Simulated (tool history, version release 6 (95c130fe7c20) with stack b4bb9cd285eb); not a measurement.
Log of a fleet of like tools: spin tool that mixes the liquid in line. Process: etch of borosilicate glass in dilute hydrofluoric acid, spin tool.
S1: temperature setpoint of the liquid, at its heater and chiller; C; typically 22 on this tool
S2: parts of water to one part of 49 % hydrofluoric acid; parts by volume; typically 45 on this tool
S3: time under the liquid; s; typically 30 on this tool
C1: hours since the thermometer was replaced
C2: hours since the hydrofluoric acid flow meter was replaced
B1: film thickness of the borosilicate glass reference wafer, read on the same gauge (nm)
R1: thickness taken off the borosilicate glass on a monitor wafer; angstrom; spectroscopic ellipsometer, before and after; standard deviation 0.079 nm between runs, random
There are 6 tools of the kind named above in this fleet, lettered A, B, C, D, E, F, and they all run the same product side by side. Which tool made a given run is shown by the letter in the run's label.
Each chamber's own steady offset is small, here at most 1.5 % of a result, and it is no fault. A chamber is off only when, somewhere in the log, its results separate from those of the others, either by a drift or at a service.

run	day	S1	S2	S3	C1	C2	B1	R1
# day 0.238: chamber E: hydrofluoric acid flow meter replaced
1D	0.342	22	45	30	167.8	1478.8	110	116.39
2B	0.842	22	45	30	452	1338.6	110.02	117.98
3F	1.146	22	45	30	430.7	1176.4	109.99	117.64
# day 1.3: chamber A: hydrofluoric acid flow meter replaced
4A	1.746	22	45	30	1057.6	10.8	110.02	118.2
5E	2.233	22	40	40	1841.6	47.9	109.96	175.13
6C	2.817	22	40	40	1444.3	184.5	109.98	180.51
# day 3.254: chamber B: thermometer replaced
7D	3.325	22	40	40	239.4	1550.4	109.97	176.79
8E	3.904	22	40	40	1881.7	88	110.02	175.53
9B	4.483	22	40	40	29.5	1426	109.99	178.43
10F	5.062	22	40	40	524.7	1270.4	110.01	177.01
11C	5.546	17.5	55	30	1509.8	250	109.99	78.387
# day 5.554: chamber B: hydrofluoric acid flow meter replaced
12A	5.821	17.5	55	30	1155.4	108.6	110.01	79.716
13A	6.158	17.5	55	30	1163.5	116.7	110.04	80.654
14D	6.579	17.5	55	30	317.5	1628.5	110.02	78.206
15C	7.167	17.5	55	30	1548.7	288.9	110.02	80.155
16B	7.612	17.5	55	30	104.6	49.4	110.03	78.518
17E	7.954	22	45	30	1978.9	185.2	110.01	117.5
18F	8.442	22	45	30	605.8	1351.5	110.04	118.2
19F	8.833	18	30	30	615.2	1360.9	110.03	152.28
20C	9.238	18	30	30	1598.4	338.6	110.03	151.98
21E	9.579	18	30	30	2017.9	224.2	110	148.73
22D	10.096	18	30	30	401.9	1712.9	109.99	149.83
23A	10.571	18	30	30	1269.4	222.6	109.95	151.17
24B	10.933	18	30	30	184.3	129.1	109.95	153.59
25D	11.367	27	45	50	432.4	1743.4	110	238.81
26F	11.954	27	45	50	690.1	1435.8	109.99	243.31
27E	12.412	27	45	50	2085.9	292.2	110	241.83
# day 12.438: chamber C: thermometer replaced
28A	12.717	27	45	50	1320.9	274.1	110.03	243.3
29C	13.05	27	45	50	14.8	430.1	110.04	242.25
30B	13.4	27	45	50	243.5	188.3	110.01	243.23
31F	13.733	22	45	30	732.8	1478.5	109.99	117.93
32C	14.229	22	45	20	43.1	458.4	109.98	78.676
# day 14.446: chamber C: hydrofluoric acid flow meter replaced
33E	14.629	22	45	20	2139.1	345.4	110.04	77.986
34D	15.133	22	45	20	522.8	1833.8	110	78.768
35B	15.575	22	45	20	295.7	240.5	110.02	79.212
36A	16.092	22	45	20	1401.9	355.1	110.02	78.884
37C	16.533	22	45	20	98.4	50.1	110.03	79.503
# day 16.683: chamber E: hydrofluoric acid flow meter replaced
38F	16.867	22	45	30	808	1553.7	109.99	118.62
39A	17.262	22	45	30	1430	383.2	109.98	119.69
40B	17.538	19.5	45	45	342.8	287.6	110.04	159.32
41E	17.942	19.5	45	45	2218.6	30.3	109.99	156.45

Each of the 6 chambers runs these same settings next. Fill in every chamber's results:
42A	18.371	26	45	30				?
42B	18.371	26	45	30				?
42C	18.371	26	45	30				?
42D	18.371	26	45	30				?
42E	18.371	26	45	30				?
42F	18.371	26	45	30				?

run	R1
42A	139.4
42B	138.82
42C	139.53
42D	138.84
42E	137.98
42F	138.68
